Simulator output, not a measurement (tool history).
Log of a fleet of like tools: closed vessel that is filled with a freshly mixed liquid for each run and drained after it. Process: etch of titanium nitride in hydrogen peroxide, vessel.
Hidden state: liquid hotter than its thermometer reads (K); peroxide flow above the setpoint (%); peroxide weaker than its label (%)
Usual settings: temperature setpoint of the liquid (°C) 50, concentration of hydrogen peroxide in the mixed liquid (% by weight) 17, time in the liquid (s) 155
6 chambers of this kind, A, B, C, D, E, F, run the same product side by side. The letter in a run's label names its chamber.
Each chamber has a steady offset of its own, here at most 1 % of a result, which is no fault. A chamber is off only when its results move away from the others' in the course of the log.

run   hour  temperature setpoint of the liquid (°C)  concentration of hydrogen peroxide in the mixed liquid (% by weight)  time in the liquid (s)  hours since the thermometer was replaced  hours since the peroxide flow meter was replaced  hours since the drum of peroxide was connected  read-back film thickness of the titanium nitride reference wafer, read on the same gauge (nm)  thickness taken off the titanium nitride on a monitor wafer (nm)
 1F    4.3                                       50                                                                    17                     155                                    1171.8                                             206.0                                            95.3                                                                                         40.035                                                            7.2290
 2C    8.2                                       50                                                                    17                     155                                      74.0                                            1681.4                                          1187.3                                                                                         39.984                                                            7.2092
 3B   11.1                                       50                                                                    17                     155                                     507.7                                            1853.8                                           300.6                                                                                         39.985                                                            7.2629
      13.2  -- chamber B: peroxide flow meter replaced
 4A   14.7                                       50                                                                    17                     155                                     679.5                                             913.4                                           451.1                                                                                         40.036                                                            7.1962
 5E   18.3                                       50                                                                    17                     155                                    1029.3                                              23.6                                           452.1                                                                                         40.022                                                            6.9911
 6D   20.9                                       50                                                                    17                     155                                     442.1                                             489.2                                           336.2                                                                                         39.975                                                            7.2666
 7A   23.3                                       50                                                                    17                     215                                     688.1                                             922.0                                           459.7                                                                                         40.026                                                           10.0550
 8B   27.2                                       50                                                                    17                     215                                     523.8                                              14.0                                           316.7                                                                                         40.012                                                           10.0500
 9D   30.1                                       50                                                                    17                     215                                     451.3                                             498.4                                           345.4                                                                                         40.021                                                           10.1710
      30.7  -- chamber F: thermometer replaced
10F   35.2                                       50                                                                    17                     215                                       4.5                                             236.9                                           126.2                                                                                         39.998                                                            9.9728
11E   38.2                                       50                                                                    17                     215                                    1049.2                                              43.5                                           472.0                                                                                         40.033                                                            9.8175
12C   43.3                                       50                                                                    17                     215                                     109.1                                            1716.5                                          1222.4                                                                                         39.998                                                           10.1470
13E   47.9                                       50                                                                    17                     155                                    1058.9                                              53.2                                           481.7                                                                                         40.020                                                            7.1654
14D   52.0                                       50                                                                    17                     155                                     473.2                                             520.3                                           367.3                                                                                         40.028                                                            7.1931
15C   56.9                                       50                                                                    17                     155                                     122.7                                            1730.1                                          1236.0                                                                                         39.979                                                            7.1991
16F   61.5                                       50                                                                    17                     155                                      30.8                                             263.2                                           152.5                                                                                         39.966                                                            7.2171
17A   66.6                                       50                                                                    17                     155                                     731.4                                             965.3                                           503.0                                                                                         40.008                                                            7.2481
18B   69.9                                       50                                                                    17                     155                                     566.5                                              56.7                                           359.4                                                                                         39.989                                                            7.1565
19A   74.0                                       50                                                                    17                     155                                     738.8                                             972.7                                           510.4                                                                                         39.996                                                            7.2956
20F   79.1                                       50                                                                    17                     155                                      48.4                                             280.8                                           170.1                                                                                         40.003                                                            7.2552
21D   82.7                                       50                                                                    17                     210                                     503.9                                             551.0                                           398.0                                                                                         39.966                                                            9.6494
22C   87.4                                       50                                                                    17                     210                                     153.2                                            1760.6                                          1266.5                                                                                         40.010                                                            9.9487
23B   90.2                                       50                                                                    17                     210                                     586.8                                              77.0                                           379.7                                                                                         39.986                                                            9.9276
24E   94.1                                       50                                                                    17                     210                                    1105.1                                              99.4                                           527.9                                                                                         39.965                                                            9.7470
25E   99.0                                       50                                                                    17                     210                                    1110.0                                             104.3                                           532.8                                                                                         39.989                                                            9.8290
26B  103.0                                       50                                                                    17                     210                                     599.6                                              89.8                                           392.5                                                                                         39.987                                                            9.7434
     106.1  -- chamber D: new drum of peroxide connected
27F  107.0                                       50                                                                    17                     155                                      76.3                                             308.7                                           198.0                                                                                         40.011                                                            7.3625
28C  111.5                                       50                                                                    17                     155                                     177.3                                            1784.7                                          1290.6                                                                                         39.999                                                            7.2555
29A  114.9                                       50                                                                    17                     155                                     779.7                                            1013.6                                           551.3                                                                                         40.002                                                            7.3368
30D  118.7                                       50                                                                    17                     155                                     539.9                                             587.0                                            12.6                                                                                         39.979                                                            7.2286
31A  123.2                                       50                                                                    17                     155                                     788.0                                            1021.9                                           559.6                                                                                         40.022                                                            7.6018
32E  127.3                                       50                                                                    17                     155                                    1138.3                                             132.6                                           561.1                                                                                         40.014                                                            7.1940
33B  130.0                                       50                                                                    17                     155                                     626.6                                             116.8                                           419.5                                                                                         40.023                                                            7.1309
34C  133.8                                       50                                                                    17                     155                                     199.6                                            1807.0                                          1312.9                                                                                         40.005                                                            7.2135
     138.7  -- chamber C: new drum of peroxide connected
35F  138.7                                       50                                                                    17                     155                                     108.0                                             340.4                                           229.7                                                                                         39.984                                                            7.2752
36D  143.0                                       50                                                                    17                     155                                     564.2                                             611.3                                            36.9                                                                                         40.046                                                            7.3517
37B  146.4                                       50                                                                    17                     155                                     643.0                                             133.2                                           435.9                                                                                         39.992                                                            7.1940
38C  148.9                                       50                                                                    17                     155                                     214.7                                            1822.1                                            10.3                                                                                         40.052                                                            7.2169
39D  153.6                                       50                                                                    17                     155                                     574.8                                             621.9                                            47.5                                                                                         39.986                                                            7.2062
40E  158.6                                       50                                                                    14                     155                                    1169.6                                             163.9                                           592.4                                                                                         39.998                                                            6.9546

All 6 chambers run these settings next. Forecast each chamber's results:
41A  162.4                                       50                                                                    17                     155                                                                                                                                                                                                                                                                                                            ?
41B  162.4                                       50                                                                    17                     155                                                                                                                                                                                                                                                                                                            ?
41C  162.4                                       50                                                                    17                     155                                                                                                                                                                                                                                                                                                            ?
41D  162.4                                       50                                                                    17                     155                                                                                                                                                                                                                                                                                                            ?
41E  162.4                                       50                                                                    17                     155                                                                                                                                                                                                                                                                                                            ?
41F  162.4                                       50                                                                    17                     155                                                                                                                                                                                                                                                                                                            ?

run  thickness taken off the titanium nitride on a monitor wafer (nm)
41A                                                            7.8646
41B                                                            7.2697
41C                                                            7.2165
41D                                                            7.2864
41E                                                            7.2244
41F                                                            7.1894
